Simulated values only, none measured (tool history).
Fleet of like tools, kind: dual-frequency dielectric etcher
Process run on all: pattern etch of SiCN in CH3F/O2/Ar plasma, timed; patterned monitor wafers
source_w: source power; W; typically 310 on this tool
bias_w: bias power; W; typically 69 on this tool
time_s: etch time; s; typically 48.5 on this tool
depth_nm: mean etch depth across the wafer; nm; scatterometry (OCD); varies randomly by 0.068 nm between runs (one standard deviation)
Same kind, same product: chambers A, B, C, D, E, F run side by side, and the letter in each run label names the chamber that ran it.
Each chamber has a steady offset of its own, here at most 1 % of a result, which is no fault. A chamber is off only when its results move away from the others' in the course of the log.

run     day  source_w  bias_w  time_s  read-back reference wafer on the same gauge, depth_nm  depth_nm
 1D   0.238       310      69    48.5                                                 18.993    16.346
 2A   0.625       310      69    48.5                                                 18.992    16.316
 3C   0.829       310      69    48.5                                                 18.974     16.19
 4B   1.221       310      69    48.5                                                 18.992    16.276
      1.504  -- chamber F: wet clean of the chamber
 5F   1.575       310      69    48.5                                                 19.017    16.385
 6E       2       310      69    48.5                                                 19.005    16.278
 7F     2.3       310      69    48.5                                                 19.017     16.34
      2.542  -- chamber E: wet clean of the chamber
 8E   2.646       310      69    57.5                                                 18.996    19.333
      2.921  -- chamber D: wet clean of the chamber
 9B   3.025       310      69    57.5                                                 18.998    19.161
10A     3.4       310      69    57.5                                                     19    19.369
11C   3.704       310      69    57.5                                                 19.017    19.301
12D   4.142       310      69    57.5                                                 19.008    19.328
13B   4.354       310      69    57.5                                                 18.967    19.159
14A   4.771       360      69      36                                                 18.999    12.918
15D   5.121       360      69      36                                                 18.998    12.899
16F   5.471       360      69      36                                                 18.985     12.94
17E   5.862       360      69      36                                                 19.005    12.809
18C   6.271       360      69      36                                                 18.988    12.719
19B   6.658       360      69      36                                                 18.995    12.777
20F     7.1       330      69    40.5                                                 19.006    13.978
21A   7.504       330      69    40.5                                                 18.989     14.31
22D    7.95       330      69    40.5                                                 19.005    13.891
23C   8.338       330      69    40.5                                                 18.995     13.85
24E     8.8       330      69    40.5                                                 19.021    13.938
25B   9.129       330      69    40.5                                                  19.03    13.909
      9.296  -- chamber C: wet clean of the chamber
26C   9.329       310      69    48.5                                                 19.016    16.258
27A   9.667       310      69    43.5                                                 18.995    15.185
28E   9.917       310      69    43.5                                                 18.989    14.668
29F  10.204       310      69    43.5                                                 19.011    14.655
30D  10.454       310      69    43.5                                                 19.028    14.597
31C  10.742       310      69    43.5                                                 19.014    14.472
     10.925  -- chamber D: source power generator calibrated
32E  11.192       310      69    43.5                                                 18.992    14.627
33A  11.467       310      69    48.5                                                 18.986     16.92
34B  11.796       310      62    55.5                                                 19.013    17.779
35F   12.25       310      62    55.5                                                 19.008    17.982
36D  12.517       310      62    55.5                                                 18.986    17.929
37A  12.746       310      62    55.5                                                 19.002    18.898
38D  12.946       310      62    55.5                                                 18.991    17.903
39F  13.233       310      62    55.5                                                  18.99     18.01
40E  13.538       310      69    48.5                                                 18.969    16.334

Which is it: a chamber that has drifted or been left off by a service, a gauge drift common to all chambers, or only each chamber's usual small offset? If a chamber is off, name it and its likeliest cause.

Little by little, chamber A moves away from the other chambers.
Cause: etch rate over this chamber's usual, % = 5.08.

Here are 4 candidates for chamber A's next run, each the usual settings with a change, their results left as question marks. Which one brings its results back in line with what the others give on the usual settings?
To be in line, a result may differ from the other chambers' mean on the usual settings by at most: depth_nm 0.24 nm
41A-1  13.867       320      70    51.5                                                                ?
41A-2  13.867       310      68    46.5                                                                ?
41A-3  13.867       310      79    48.5                                                                ?
41A-4  13.867       310      54    48.5                                                                ?

The other chambers' mean on the usual settings: depth_nm 16.284 nm
  run  depth_nm
41A-1      18.5
41A-2    16.336
41A-3    17.974
41A-4    15.749
Change 41A-2 lands the chamber within the allowed miss of the other chambers.

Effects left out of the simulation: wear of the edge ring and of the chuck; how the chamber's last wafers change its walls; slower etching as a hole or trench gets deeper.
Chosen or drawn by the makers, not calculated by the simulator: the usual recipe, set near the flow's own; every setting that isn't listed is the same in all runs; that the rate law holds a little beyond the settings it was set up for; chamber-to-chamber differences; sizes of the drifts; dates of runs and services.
